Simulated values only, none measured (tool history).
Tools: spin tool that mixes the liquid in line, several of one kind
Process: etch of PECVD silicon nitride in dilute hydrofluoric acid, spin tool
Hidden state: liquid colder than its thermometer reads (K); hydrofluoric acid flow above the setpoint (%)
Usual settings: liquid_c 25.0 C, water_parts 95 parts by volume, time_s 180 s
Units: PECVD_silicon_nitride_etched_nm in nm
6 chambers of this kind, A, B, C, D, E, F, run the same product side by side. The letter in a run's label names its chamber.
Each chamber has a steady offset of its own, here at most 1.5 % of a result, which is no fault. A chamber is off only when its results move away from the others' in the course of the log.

run   hour  liquid_c  water_parts  time_s  hours since the thermometer was replaced  hours since the hydrofluoric acid flow meter was replaced  read-back film thickness of the PECVD silicon nitride reference wafer, read on the same gauge (nm)  PECVD_silicon_nitride_etched_nm
 1B    7.0      25.0           95     180                                     966.2                                                      522.4                                                                                              119.99                           5.5515
 2C   14.1      25.0           95     180                                    1652.3                                                      187.4                                                                                              119.98                           5.5923
 3D   20.1      25.0           95     180                                    1382.6                                                       20.4                                                                                              120.01                           5.5206
 4E   30.4      25.0           95     180                                     750.4                                                      163.6                                                                                              120.00                           5.5538
 5A   41.4      22.0           95     105                                     165.5                                                      481.6                                                                                              120.01                           2.6887
 6F   51.0      22.0           95     105                                     699.8                                                      823.2                                                                                              120.00                           2.6495
 7F   60.1      22.0           95     105                                     708.9                                                      832.3                                                                                              120.02                           2.6365
 8C   71.6      22.0           95     105                                    1709.8                                                      244.9                                                                                              119.99                           2.6391
 9A   77.1      22.0           95     105                                     201.2                                                      517.3                                                                                              120.00                           2.7297
10D   84.1      22.0           95     105                                    1446.6                                                       84.4                                                                                              120.02                           2.6363
11B   92.9      25.0           95     180                                    1052.1                                                      608.3                                                                                              119.98                           5.5343
12E  100.3      25.0           95     180                                     820.3                                                      233.5                                                                                              120.00                           5.6364
13C  111.6      25.0           95     180                                    1749.8                                                      284.9                                                                                              119.98                           5.5529
14D  118.8      25.0           95     180                                    1481.3                                                      119.1                                                                                              119.99                           5.5242
15B  124.7      28.5           95     135                                    1083.9                                                      640.1                                                                                              120.00                           5.1866
16A  130.1      28.5           95     135                                     254.2                                                      570.3                                                                                              119.99                           5.4064
17F  141.5      28.5           95     135                                     790.3                                                      913.7                                                                                              119.99                           5.2303
18E  147.9      28.5           95     135                                     867.9                                                      281.1                                                                                              119.99                           5.2387
19C  154.1      28.5           95     135                                    1792.3                                                      327.4                                                                                              120.00                           5.2965
20F  165.2      28.5           95     135                                     814.0                                                      937.4                                                                                              119.99                           5.2177
21B  176.1      25.0           95     180                                    1135.3                                                      691.5                                                                                              120.00                           5.5956
22E  187.3      25.0           95     180                                     907.3                                                      320.5                                                                                              120.00                           5.6835
23D  192.8      25.0           95     180                                    1555.3                                                      193.1                                                                                              120.01                           5.5018
24A  200.8      25.0           95     180                                     324.9                                                      641.0                                                                                              120.01                           5.8309
25C  211.0      25.0           95     180                                    1849.2                                                      384.3                                                                                              120.01                           5.5582
26A  221.0      27.5           50     180                                     345.1                                                      661.2                                                                                              120.02                          12.8040
27B  232.0      27.5           50     180                                    1191.2                                                      747.4                                                                                              120.02                          12.3500
28F  242.3      27.5           50     180                                     891.1                                                     1014.5                                                                                              119.99                          12.2910
29D  251.3      27.5           50     180                                    1613.8                                                      251.6                                                                                              119.99                          12.0810
30E  256.5      27.5           50     180                                     976.5                                                      389.7                                                                                              120.03                          12.7390
31B  263.5      27.5           50     180                                    1222.7                                                      778.9                                                                                              120.00                          12.5090
32A  271.0      25.0           95     180                                     395.1                                                      711.2                                                                                              120.00                           5.8847
33E  276.7      25.0           95     180                                     996.7                                                      409.9                                                                                              120.01                           5.6256
34F  282.6      25.0           95     180                                     931.4                                                     1054.8                                                                                              119.98                           5.5525
35C  288.6      25.0           95     180                                    1926.8                                                      461.9                                                                                              120.00                           5.5488
     297.5  -- chamber F: thermometer replaced
36D  299.6      25.0           95     180                                    1662.1                                                      299.9                                                                                              119.98                           5.4759
37C  309.6      25.0           95     180                                    1947.8                                                      482.9                                                                                              120.03                           5.5789
38F  320.7      25.0           95     180                                      23.3                                                     1092.9                                                                                              119.98                           5.5511
39A  328.3      25.0           95     180                                     452.4                                                      768.5                                                                                              120.01                           5.9377
40E  338.7      25.0           95     180                                    1058.7                                                      471.9                                                                                              120.03                           5.6258
41D  345.3      25.0           75     180                                    1707.8                                                      345.6                                                                                              120.02                           6.8927

Next, every chamber runs the same settings. What will each give?
42A  353.7      25.0           95     180                                                                                                                                                                                                                                         ?
42B  353.7      25.0           95     180                                                                                                                                                                                                                                         ?
42C  353.7      25.0           95     180                                                                                                                                                                                                                                         ?
42D  353.7      25.0           95     180                                                                                                                                                                                                                                         ?
42E  353.7      25.0           95     180                                                                                                                                                                                                                                         ?
42F  353.7      25.0           95     180                                                                                                                                                                                                                                         ?

run  PECVD_silicon_nitride_etched_nm
42A                           5.9290
42B                           5.5879
42C                           5.5750
42D                           5.5034
42E                           5.6461
42F                           5.5743
